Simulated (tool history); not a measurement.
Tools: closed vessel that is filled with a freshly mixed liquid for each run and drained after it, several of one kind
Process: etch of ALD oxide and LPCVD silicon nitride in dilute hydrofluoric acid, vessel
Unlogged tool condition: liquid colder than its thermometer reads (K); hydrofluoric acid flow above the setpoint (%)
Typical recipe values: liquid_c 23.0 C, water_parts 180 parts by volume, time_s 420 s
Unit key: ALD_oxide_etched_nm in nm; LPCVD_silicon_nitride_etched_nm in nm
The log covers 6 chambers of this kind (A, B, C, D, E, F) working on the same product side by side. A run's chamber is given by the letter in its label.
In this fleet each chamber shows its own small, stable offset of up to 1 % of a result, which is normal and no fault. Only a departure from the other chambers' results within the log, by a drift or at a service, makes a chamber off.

run	hour	liquid_c	water_parts	time_s	hours since the thermometer was replaced	hours since the hydrofluoric acid flow meter was replaced	read-back film thickness of the ALD oxide reference wafer, read on the same gauge (nm)	read-back film thickness of the LPCVD silicon nitride reference wafer, read on the same gauge (nm)	ALD_oxide_etched_nm	LPCVD_silicon_nitride_etched_nm
1A	5.3	23.0	180	420	1607.9	304.7	89.991	100.040	21.202	1.08870
2C	10.1	23.0	180	420	406.9	1656.0	90.012	99.980	21.404	1.13950
3D	15.1	23.0	180	420	1160.9	467.7	90.003	99.986	21.370	1.11090
4F	20.1	23.0	180	420	36.8	507.8	90.027	99.968	21.434	1.06300
5E	24.3	23.0	180	420	177.6	1012.3	90.011	100.030	21.544	1.04940
# hour 26.2: chamber B: hydrofluoric acid flow meter replaced
6B	29.6	23.0	180	420	1460.4	3.5	89.987	100.020	21.378	1.07950
7E	34.7	23.0	180	420	188.0	1022.7	90.002	100.000	21.587	1.11740
# hour 37.2: chamber C: hydrofluoric acid flow meter replaced
8F	39.2	23.0	180	420	55.9	526.9	89.968	100.030	21.596	1.06640
9C	42.3	23.0	180	420	439.1	5.1	89.988	99.982	20.943	1.11300
10A	45.5	23.0	180	420	1648.1	344.9	89.988	100.020	21.247	1.10680
11B	48.1	23.0	180	420	1478.9	22.0	89.994	99.990	21.336	1.10430
12D	53.1	23.0	180	420	1198.9	505.7	90.024	100.030	21.361	1.10220
13F	58.1	23.0	180	420	74.8	545.8	89.992	100.030	21.510	1.10560
14A	61.0	23.0	180	420	1663.6	360.4	90.007	100.040	21.200	1.17260
15C	64.5	23.0	180	420	461.3	27.3	90.020	99.936	21.183	1.08630
16B	69.6	23.0	180	420	1500.4	43.5	89.997	100.010	21.491	1.10350
17E	73.1	23.0	180	420	226.4	1061.1	89.992	99.986	21.103	1.07940
18D	77.4	23.0	180	420	1223.2	530.0	90.006	99.983	21.376	1.10480
19D	82.5	23.0	180	420	1228.3	535.1	90.017	100.000	21.081	1.03960
20C	85.8	23.0	180	420	482.6	48.6	89.978	99.987	21.182	1.11290
21B	88.5	23.0	180	420	1519.3	62.4	90.032	100.030	21.398	1.10040
# hour 92.1: chamber D: thermometer replaced
22F	92.8	23.0	180	420	109.5	580.5	89.998	99.975	21.436	1.06460
23E	97.5	23.0	180	420	250.8	1085.5	90.014	99.970	20.653	1.03290
24A	100.5	23.0	180	420	1703.1	399.9	90.016	100.020	21.323	1.11210
25F	104.6	24.5	180	420	121.3	592.3	90.006	99.995	22.613	1.16350
26C	109.3	24.5	180	420	506.1	72.1	90.001	100.020	22.474	1.16490
27D	111.9	24.5	180	420	19.8	564.5	90.015	100.050	22.642	1.17860
28E	115.1	24.5	180	420	268.4	1103.1	90.005	99.992	21.736	1.10770
29A	118.6	24.5	180	420	1721.2	418.0	90.006	100.010	22.282	1.21120
30B	123.9	24.5	180	420	1554.7	97.8	90.017	100.030	22.759	1.20420
31F	127.0	23.0	180	420	143.7	614.7	90.011	99.972	21.319	1.11360
32D	129.8	23.0	115	530	37.7	582.4	90.001	99.993	44.896	2.12290
33B	135.0	23.0	115	530	1565.8	108.9	89.990	100.050	44.916	1.98340
34E	137.9	23.0	115	530	291.2	1125.9	89.999	100.020	42.502	1.89350
35A	142.6	23.0	115	530	1745.2	442.0	90.002	100.020	45.882	2.22480
36C	147.3	23.0	115	530	544.1	110.1	89.977	99.982	44.953	2.10670
37A	152.6	23.0	115	530	1755.2	452.0	90.034	100.020	45.313	2.19020
38D	156.9	23.0	180	420	64.8	609.5	89.999	99.970	21.374	1.18500
39B	160.1	23.0	180	420	1590.9	134.0	90.019	99.984	21.568	1.13620
40C	164.9	23.0	180	420	561.7	127.7	90.030	99.984	21.153	1.10760

Next, every chamber runs the same settings. What will each give?
41A	168.8	23.0	215	420					?	?
41B	168.8	23.0	215	420					?	?
41C	168.8	23.0	215	420					?	?
41D	168.8	23.0	215	420					?	?
41E	168.8	23.0	215	420					?	?
41F	168.8	23.0	215	420					?	?

run	ALD_oxide_etched_nm	LPCVD_silicon_nitride_etched_nm
41A	17.199	0.92338
41B	17.465	0.91269
41C	17.085	0.89546
41D	17.259	0.92320
41E	15.885	0.75830
41F	17.212	0.89590
